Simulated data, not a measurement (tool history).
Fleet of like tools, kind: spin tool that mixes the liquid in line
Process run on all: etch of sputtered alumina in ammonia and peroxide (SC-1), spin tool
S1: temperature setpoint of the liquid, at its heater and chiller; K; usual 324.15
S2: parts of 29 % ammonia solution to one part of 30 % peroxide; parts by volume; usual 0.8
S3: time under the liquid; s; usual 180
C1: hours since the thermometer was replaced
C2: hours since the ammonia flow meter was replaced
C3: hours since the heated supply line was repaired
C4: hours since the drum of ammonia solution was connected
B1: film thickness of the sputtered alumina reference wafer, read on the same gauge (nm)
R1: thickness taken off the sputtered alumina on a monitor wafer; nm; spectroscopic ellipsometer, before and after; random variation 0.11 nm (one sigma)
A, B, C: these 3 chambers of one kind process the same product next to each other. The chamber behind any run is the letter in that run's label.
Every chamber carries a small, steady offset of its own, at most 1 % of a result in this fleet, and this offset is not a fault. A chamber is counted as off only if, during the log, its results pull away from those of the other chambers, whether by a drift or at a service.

| run | hour | S1 | S2 | S3 | C1 | C2 | C3 | C4 | B1 | R1 |
|---|---|---|---|---|---|---|---|---|---|---|
| 1C | 6.2 | 324.15 | 0.8 | 180 | 490.5 | 91.6 | 506.7 | 141.4 | 59.998 | 11.926 |
| 2B | 11.3 | 324.15 | 0.8 | 180 | 96.2 | 316.4 | 522 | 274 | 59.989 | 11.779 |
| 3A | 17.5 | 324.15 | 0.8 | 180 | 744 | 503.3 | 339.7 | 132.6 | 60.002 | 11.809 |
| 4C | 24.6 | 324.15 | 0.8 | 180 | 508.9 | 110 | 525.1 | 159.8 | 60.009 | 11.936 |
| 5B | 31.6 | 319.15 | 0.8 | 180 | 116.5 | 336.7 | 542.3 | 294.3 | 60.008 | 8.953 |
| 6A | 39.5 | 319.15 | 0.8 | 180 | 766 | 525.3 | 361.7 | 154.6 | 60.004 | 9.0474 |
| 7A | 47.9 | 319.15 | 0.8 | 180 | 774.4 | 533.7 | 370.1 | 163 | 59.996 | 8.9901 |
| 8C | 52.9 | 324.15 | 0.8 | 180 | 537.2 | 138.3 | 553.4 | 188.1 | 60.016 | 11.703 |
| 9B | 56.9 | 324.15 | 0.8 | 180 | 141.8 | 362 | 567.6 | 319.6 | 60.001 | 11.916 |
| 10A | 62.1 | 324.15 | 0.8 | 180 | 788.6 | 547.9 | 384.3 | 177.2 | 59.987 | 11.795 |
| 11B | 68.6 | 324.15 | 0.8 | 180 | 153.5 | 373.7 | 579.3 | 331.3 | 60.008 | 11.895 |
| 12C | 75 | 324.15 | 0.8 | 180 | 559.3 | 160.4 | 575.5 | 210.2 | 59.99 | 11.927 |
| 13C | 80.8 | 324.15 | 0.8 | 180 | 565.1 | 166.2 | 581.3 | 216 | 59.994 | 11.801 |
| 14B | 86.9 | 324.15 | 0.8 | 180 | 171.8 | 392 | 597.6 | 349.6 | 59.998 | 11.828 |
| 15A | 91.8 | 324.15 | 1.1 | 180 | 818.3 | 577.6 | 414 | 206.9 | 60.002 | 12.004 |
| 16C | 98.3 | 324.15 | 1.1 | 180 | 582.6 | 183.7 | 598.8 | 233.5 | 60.006 | 11.928 |
| 17B | 105.7 | 324.15 | 1.1 | 180 | 190.6 | 410.8 | 616.4 | 368.4 | 59.995 | 12.219 |
| 18A | 111.6 | 324.15 | 0.8 | 90 | 838.1 | 597.4 | 433.8 | 226.7 | 60.005 | 5.7214 |
| 19B | 118.9 | 324.15 | 0.8 | 90 | 203.8 | 424 | 629.6 | 381.6 | 60.007 | 5.8716 |
| 20A | 122.7 | 324.15 | 0.8 | 90 | 849.2 | 608.5 | 444.9 | 237.8 | 59.999 | 5.6395 |
| 21C | 127.2 | 324.15 | 0.8 | 180 | 611.5 | 212.6 | 627.7 | 262.4 | 59.993 | 12.033 |
| 22B | 135.2 | 324.15 | 0.8 | 180 | 220.1 | 440.3 | 645.9 | 397.9 | 60.001 | 11.928 |
| 23C | 143.1 | 324.15 | 0.8 | 180 | 627.4 | 228.5 | 643.6 | 278.3 | 60.01 | 11.901 |
| 24A | 150.6 | 324.15 | 0.8 | 180 | 877.1 | 636.4 | 472.8 | 265.7 | 60 | 11.216 |
| 25A | 158.7 | 324.15 | 0.8 | 180 | 885.2 | 644.5 | 480.9 | 273.8 | 60.013 | 11.118 |
| 26C | 163.9 | 314.65 | 0.9 | 180 | 648.2 | 249.3 | 664.4 | 299.1 | 59.984 | 7.0501 |
| 27B | 170.5 | 314.65 | 0.9 | 180 | 255.4 | 475.6 | 681.2 | 433.2 | 59.991 | 7.1419 |
| 28C | 176.6 | 314.65 | 0.9 | 180 | 660.9 | 262 | 677.1 | 311.8 | 59.984 | 6.9462 |
| 29B | 180.9 | 324.15 | 0.6 | 140 | 265.8 | 486 | 691.6 | 443.6 | 60.016 | 8.8486 |
| 30A | 185.4 | 324.15 | 0.6 | 140 | 911.9 | 671.2 | 507.6 | 300.5 | 60.002 | 8.2846 |
| 31B | 193.6 | 324.15 | 0.6 | 140 | 278.5 | 498.7 | 704.3 | 456.3 | 60.007 | 8.9814 |

Decide between three cases: one chamber stands off from its peers, the gauge reading all wafers drifts, or nothing is wrong past each chamber's small offset. Where a chamber is off, say which and what most likely put it there.

It is chamber A that slowly wanders off from its peers.
Most likely cause: temperature lost on the way to the wafer (K) = 1.47.
The log might look much the same if the cause were instead: liquid colder than its thermometer reads (K).

Here are 4 candidates for chamber A's next run, each the usual settings with a change, their results left as question marks. Which one brings its results back in line with what the others give on the usual settings?
In line means no further than this from the other chambers' mean on the usual settings: R1 0.39 nm
| 32A-1 | 199.7 | 323.65 | 0.8 | 180 |  |  |  |  |  | ? |
| 32A-2 | 199.7 | 324.15 | 0.8 | 185 |  |  |  |  |  | ? |
| 32A-3 | 199.7 | 324.15 | 0.8 | 165 |  |  |  |  |  | ? |
| 32A-4 | 199.7 | 324.65 | 0.8 | 190 |  |  |  |  |  | ? |

What the other chambers average on the usual settings: R1 11.892 nm
| run | R1 |
|---|---|
| 32A-1 | 10.575 |
| 32A-2 | 11.179 |
| 32A-3 | 9.9708 |
| 32A-4 | 11.802 |
It is 32A-4 that realigns the chamber with its peers.

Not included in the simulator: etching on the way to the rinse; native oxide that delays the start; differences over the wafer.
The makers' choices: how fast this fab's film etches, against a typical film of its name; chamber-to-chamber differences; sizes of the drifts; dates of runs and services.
